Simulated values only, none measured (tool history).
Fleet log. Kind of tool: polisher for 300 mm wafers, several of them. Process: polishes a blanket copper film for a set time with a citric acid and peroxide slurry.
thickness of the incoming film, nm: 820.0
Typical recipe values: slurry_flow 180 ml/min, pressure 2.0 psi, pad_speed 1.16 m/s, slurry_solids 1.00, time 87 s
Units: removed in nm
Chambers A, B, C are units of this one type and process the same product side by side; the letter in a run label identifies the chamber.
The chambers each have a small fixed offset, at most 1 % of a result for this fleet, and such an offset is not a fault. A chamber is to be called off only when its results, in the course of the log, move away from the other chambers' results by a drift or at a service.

{"run": "1C", "hour": 10.0, "slurry_flow": 180, "pressure": 2.0, "pad_speed": 1.16, "slurry_solids": 1.0, "time": 87, "removed": 136.3}
{"hour": 14.1, "done": "chamber A: worn pad replaced by a new one"}
{"run": "2A", "hour": 15.9, "slurry_flow": 180, "pressure": 2.0, "pad_speed": 1.16, "slurry_solids": 1.0, "time": 87, "removed": 137.17}
{"hour": 19.5, "done": "chamber B: head pressure recalibrated"}
{"run": "3B", "hour": 26.6, "slurry_flow": 180, "pressure": 2.0, "pad_speed": 1.16, "slurry_solids": 1.0, "time": 87, "removed": 137.3}
{"hour": 28.5, "done": "chamber C: slurry blender recalibrated"}
{"run": "4B", "hour": 33.1, "slurry_flow": 180, "pressure": 2.0, "pad_speed": 1.16, "slurry_solids": 1.0, "time": 87, "removed": 135.59}
{"run": "5C", "hour": 41.0, "slurry_flow": 180, "pressure": 2.0, "pad_speed": 1.16, "slurry_solids": 1.0, "time": 87, "removed": 131.37}
{"run": "6A", "hour": 49.5, "slurry_flow": 180, "pressure": 2.0, "pad_speed": 1.16, "slurry_solids": 1.0, "time": 87, "removed": 138.64}
{"run": "7A", "hour": 60.3, "slurry_flow": 180, "pressure": 2.0, "pad_speed": 1.16, "slurry_solids": 1.0, "time": 87, "removed": 137.73}
{"run": "8C", "hour": 66.2, "slurry_flow": 180, "pressure": 2.0, "pad_speed": 1.16, "slurry_solids": 1.0, "time": 87, "removed": 136.3}
{"run": "9B", "hour": 72.7, "slurry_flow": 180, "pressure": 2.0, "pad_speed": 1.16, "slurry_solids": 1.0, "time": 87, "removed": 136.28}
{"run": "10A", "hour": 77.4, "slurry_flow": 180, "pressure": 2.0, "pad_speed": 1.16, "slurry_solids": 1.0, "time": 87, "removed": 139.11}
{"run": "11B", "hour": 85.0, "slurry_flow": 155, "pressure": 2.0, "pad_speed": 1.16, "slurry_solids": 1.0, "time": 87, "removed": 132.67}
{"hour": 85.3, "done": "chamber C: worn pad replaced by a new one"}
{"hour": 88.6, "done": "chamber B: slurry blender recalibrated"}
{"run": "12C", "hour": 91.7, "slurry_flow": 155, "pressure": 2.0, "pad_speed": 1.16, "slurry_solids": 1.0, "time": 87, "removed": 133.21}
{"run": "13A", "hour": 99.1, "slurry_flow": 155, "pressure": 2.0, "pad_speed": 1.16, "slurry_solids": 1.0, "time": 87, "removed": 133.17}
{"run": "14B", "hour": 105.6, "slurry_flow": 180, "pressure": 2.4, "pad_speed": 1.16, "slurry_solids": 1.0, "time": 112, "removed": 211.98}
{"hour": 109.3, "done": "chamber A: worn pad replaced by a new one"}
{"run": "15C", "hour": 111.8, "slurry_flow": 180, "pressure": 2.4, "pad_speed": 1.16, "slurry_solids": 1.0, "time": 112, "removed": 202.73}
{"run": "16A", "hour": 122.1, "slurry_flow": 180, "pressure": 2.4, "pad_speed": 1.16, "slurry_solids": 1.0, "time": 112, "removed": 212.61}
{"run": "17C", "hour": 128.3, "slurry_flow": 180, "pressure": 2.0, "pad_speed": 1.16, "slurry_solids": 1.0, "time": 87, "removed": 138.24}
{"run": "18B", "hour": 134.1, "slurry_flow": 180, "pressure": 2.0, "pad_speed": 1.4, "slurry_solids": 1.0, "time": 66, "removed": 122.88}
{"run": "19C", "hour": 144.4, "slurry_flow": 180, "pressure": 2.0, "pad_speed": 1.4, "slurry_solids": 1.0, "time": 66, "removed": 122.54}
{"run": "20B", "hour": 154.2, "slurry_flow": 180, "pressure": 2.0, "pad_speed": 1.4, "slurry_solids": 1.0, "time": 66, "removed": 121.8}
{"run": "21A", "hour": 163.4, "slurry_flow": 180, "pressure": 2.0, "pad_speed": 1.16, "slurry_solids": 1.0, "time": 87, "removed": 139.08}
{"run": "22A", "hour": 170.9, "slurry_flow": 180, "pressure": 2.0, "pad_speed": 1.16, "slurry_solids": 1.25, "time": 87, "removed": 143.61}
{"run": "23C", "hour": 179.1, "slurry_flow": 180, "pressure": 2.0, "pad_speed": 1.16, "slurry_solids": 1.25, "time": 87, "removed": 142.69}
{"run": "24B", "hour": 184.5, "slurry_flow": 180, "pressure": 2.0, "pad_speed": 1.16, "slurry_solids": 1.25, "time": 87, "removed": 139.88}
{"hour": 193.5, "done": "chamber A: slurry blender recalibrated"}
{"run": "25B", "hour": 193.5, "slurry_flow": 180, "pressure": 2.0, "pad_speed": 1.16, "slurry_solids": 1.0, "time": 87, "removed": 133.96}
{"hour": 198.2, "done": "chamber B: slurry blender recalibrated"}
{"hour": 198.6, "done": "chamber C: slurry blender recalibrated"}
{"run": "26C", "hour": 202.4, "slurry_flow": 180, "pressure": 2.0, "pad_speed": 1.16, "slurry_solids": 1.0, "time": 87, "removed": 137.57}
{"run": "27A", "hour": 213.2, "slurry_flow": 180, "pressure": 2.0, "pad_speed": 1.16, "slurry_solids": 1.0, "time": 87, "removed": 137.48}
{"hour": 220.1, "done": "chamber B: slurry nozzle cleaned"}
{"run": "28A", "hour": 221.7, "slurry_flow": 180, "pressure": 2.0, "pad_speed": 1.16, "slurry_solids": 1.0, "time": 87, "removed": 137.37}
{"hour": 222.9, "done": "chamber A: worn pad replaced by a new one"}
{"run": "29C", "hour": 230.1, "slurry_flow": 180, "pressure": 2.0, "pad_speed": 1.16, "slurry_solids": 1.0, "time": 87, "removed": 135.98}
{"run": "30B", "hour": 238.1, "slurry_flow": 180, "pressure": 2.0, "pad_speed": 1.16, "slurry_solids": 1.0, "time": 87, "removed": 130.82}
{"run": "31B", "hour": 245.9, "slurry_flow": 210, "pressure": 1.4, "pad_speed": 1.16, "slurry_solids": 1.0, "time": 87, "removed": 92.827}
{"run": "32C", "hour": 251.7, "slurry_flow": 210, "pressure": 1.4, "pad_speed": 1.16, "slurry_solids": 1.0, "time": 87, "removed": 98.794}
{"hour": 255.5, "done": "chamber C: worn pad replaced by a new one"}
{"run": "33A", "hour": 257.1, "slurry_flow": 210, "pressure": 1.4, "pad_speed": 1.16, "slurry_solids": 1.0, "time": 87, "removed": 96.78}
{"run": "34C", "hour": 262.5, "slurry_flow": 180, "pressure": 2.0, "pad_speed": 1.16, "slurry_solids": 1.0, "time": 87, "removed": 135.36}
{"run": "35A", "hour": 268.0, "slurry_flow": 180, "pressure": 2.0, "pad_speed": 1.16, "slurry_solids": 1.0, "time": 87, "removed": 135.65}
{"run": "36B", "hour": 278.3, "slurry_flow": 225, "pressure": 2.0, "pad_speed": 1.16, "slurry_solids": 1.0, "time": 87, "removed": 132.74}

All chambers now run identical settings, listed one chamber a line with results as question marks. What results will each chamber show?
{"run": "37A", "hour": 286.2, "slurry_flow": 180, "pressure": 2.5, "pad_speed": 1.16, "slurry_solids": 1.0, "time": 87, "removed": "?"}
{"run": "37B", "hour": 286.2, "slurry_flow": 180, "pressure": 2.5, "pad_speed": 1.16, "slurry_solids": 1.0, "time": 87, "removed": "?"}
{"run": "37C", "hour": 286.2, "slurry_flow": 180, "pressure": 2.5, "pad_speed": 1.16, "slurry_solids": 1.0, "time": 87, "removed": "?"}

run=37A removed=170.160
run=37B removed=157.490
run=37C removed=166.360

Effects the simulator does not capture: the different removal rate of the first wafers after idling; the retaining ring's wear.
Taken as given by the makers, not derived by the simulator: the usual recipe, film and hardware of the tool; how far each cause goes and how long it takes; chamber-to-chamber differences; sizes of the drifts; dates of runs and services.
